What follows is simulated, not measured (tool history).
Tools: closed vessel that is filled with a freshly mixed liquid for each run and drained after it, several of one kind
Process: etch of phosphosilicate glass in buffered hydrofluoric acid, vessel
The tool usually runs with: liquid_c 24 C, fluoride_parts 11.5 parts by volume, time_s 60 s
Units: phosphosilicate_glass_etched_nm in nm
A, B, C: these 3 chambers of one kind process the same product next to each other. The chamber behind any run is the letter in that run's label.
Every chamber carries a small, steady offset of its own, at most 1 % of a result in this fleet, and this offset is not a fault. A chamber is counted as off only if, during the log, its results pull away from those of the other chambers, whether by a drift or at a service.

run   hour  liquid_c  fluoride_parts  time_s  hours since the thermometer was replaced  hours since the hydrofluoric acid flow meter was replaced  read-back film thickness of the phosphosilicate glass reference wafer, read on the same gauge (nm)  phosphosilicate_glass_etched_nm
 1B    8.4        24            11.5      60                                     470.3                                                     1288.4                                                                                              119.99                           432.73
 2C   17.4        24            11.5      60                                     962.8                                                     1326.8                                                                                              119.96                           432.36
 3A   24.1        24            11.5      60                                     640.6                                                     1025.9                                                                                              120.02                           431.44
 4C   32.6        24            11.5      60                                       978                                                       1342                                                                                              119.97                           427.42
 5B   41.2        24            11.5      60                                     503.1                                                     1321.2                                                                                              119.99                           430.99
 6A     50        24            11.5      60                                     666.5                                                     1051.8                                                                                              119.99                            434.3
 7B   58.9        24            15.5      60                                     520.8                                                     1338.9                                                                                              120.03                           322.11
 8C   65.8        24            15.5      60                                    1011.2                                                     1375.2                                                                                              119.98                           322.64
 9A   75.1        24            15.5      60                                     691.6                                                     1076.9                                                                                              119.97                            326.2
10C   82.6        24            11.5      60                                      1028                                                       1392                                                                                              119.99                            430.5
11A   87.1        24            11.5      60                                     703.6                                                     1088.9                                                                                              119.99                           437.17
12B   95.6        24            11.5      60                                     557.5                                                     1375.6                                                                                                 120                           430.77
13A  100.6        24            11.5      60                                     717.1                                                     1102.4                                                                                              120.02                           437.45
14B  110.3        24            11.5      60                                     572.2                                                     1390.3                                                                                              119.99                           433.77
15C  116.8        24            11.5      60                                    1062.2                                                     1426.2                                                                                              120.02                           430.86
16C  125.3        24            11.5      60                                    1070.7                                                     1434.7                                                                                                 120                           427.19
17B  130.6        24              15      60                                     592.5                                                     1410.6                                                                                              120.01                           331.71
18A  140.5        24              15      60                                       757                                                     1142.3                                                                                              119.98                           340.53
     144.9  -- chamber A: thermometer replaced
19C  149.7        24              15      60                                    1095.1                                                     1459.1                                                                                              120.02                            335.6
20B  157.1        24            11.5      60                                       619                                                     1437.1                                                                                              120.02                           432.41
21A  162.8        24            11.5      60                                        18                                                     1164.6                                                                                              120.01                           448.62
22A  169.7        24            11.5      60                                      24.9                                                     1171.5                                                                                                 120                            450.3
23C  175.8        24            11.5      60                                    1121.2                                                     1485.2                                                                                              119.99                           434.68
24B  182.3        24            11.5      60                                     644.2                                                     1462.3                                                                                              120.02                           436.82
25B  187.2        24            11.5      60                                     649.1                                                     1467.2                                                                                              119.98                           434.83
26A  196.1        24            11.5      60                                      51.3                                                     1197.9                                                                                              120.04                           456.38
27C  205.5        26            11.5      70                                    1150.9                                                     1514.9                                                                                              119.99                           562.22
28C  215.5        26            11.5      70                                    1160.9                                                     1524.9                                                                                                 120                           562.25
29B  220.2        26            11.5      70                                     682.1                                                     1500.2                                                                                              119.97                           560.55
30A  224.9        24            11.5      60                                      80.1                                                     1226.7                                                                                                 120                           458.58
31C  231.4      26.5            11.5      90                                    1176.8                                                     1540.8                                                                                              120.03                            735.5
32B  237.6      26.5            11.5      90                                     699.5                                                     1517.6                                                                                                 120                           752.31
33A  244.6      26.5            11.5      90                                      99.8                                                     1246.4                                                                                              120.03                           783.62
34A  252.9        24             7.5      30                                     108.1                                                     1254.7                                                                                              119.97                           343.25
35C  260.6        24             7.5      30                                      1206                                                       1570                                                                                              119.98                           317.05
36B    268        24             7.5      30                                     729.9                                                       1548                                                                                              119.96                           321.66
37C  276.4        24            11.5      60                                    1221.8                                                     1585.8                                                                                              120.02                           436.15
38A  283.2        24            11.5      60                                     138.4                                                       1285                                                                                              119.99                           463.39
39B  288.2        24            11.5      60                                     750.1                                                     1568.2                                                                                              120.02                           431.17
40C  294.7      28.5               9      60                                    1240.1                                                     1604.1                                                                                              119.97                           673.37
41B  300.6      28.5               9      60                                     762.5                                                     1580.6                                                                                              119.99                            681.6

All 3 chambers run these settings next. Forecast each chamber's results:
42A  307.8        24            11.5      30                                                                                                                                                                                                                                         ?
42B  307.8        24            11.5      30                                                                                                                                                                                                                                         ?
42C  307.8        24            11.5      30                                                                                                                                                                                                                                         ?

run  phosphosilicate_glass_etched_nm
42A                           231.43
42B                           214.96
42C                           214.09
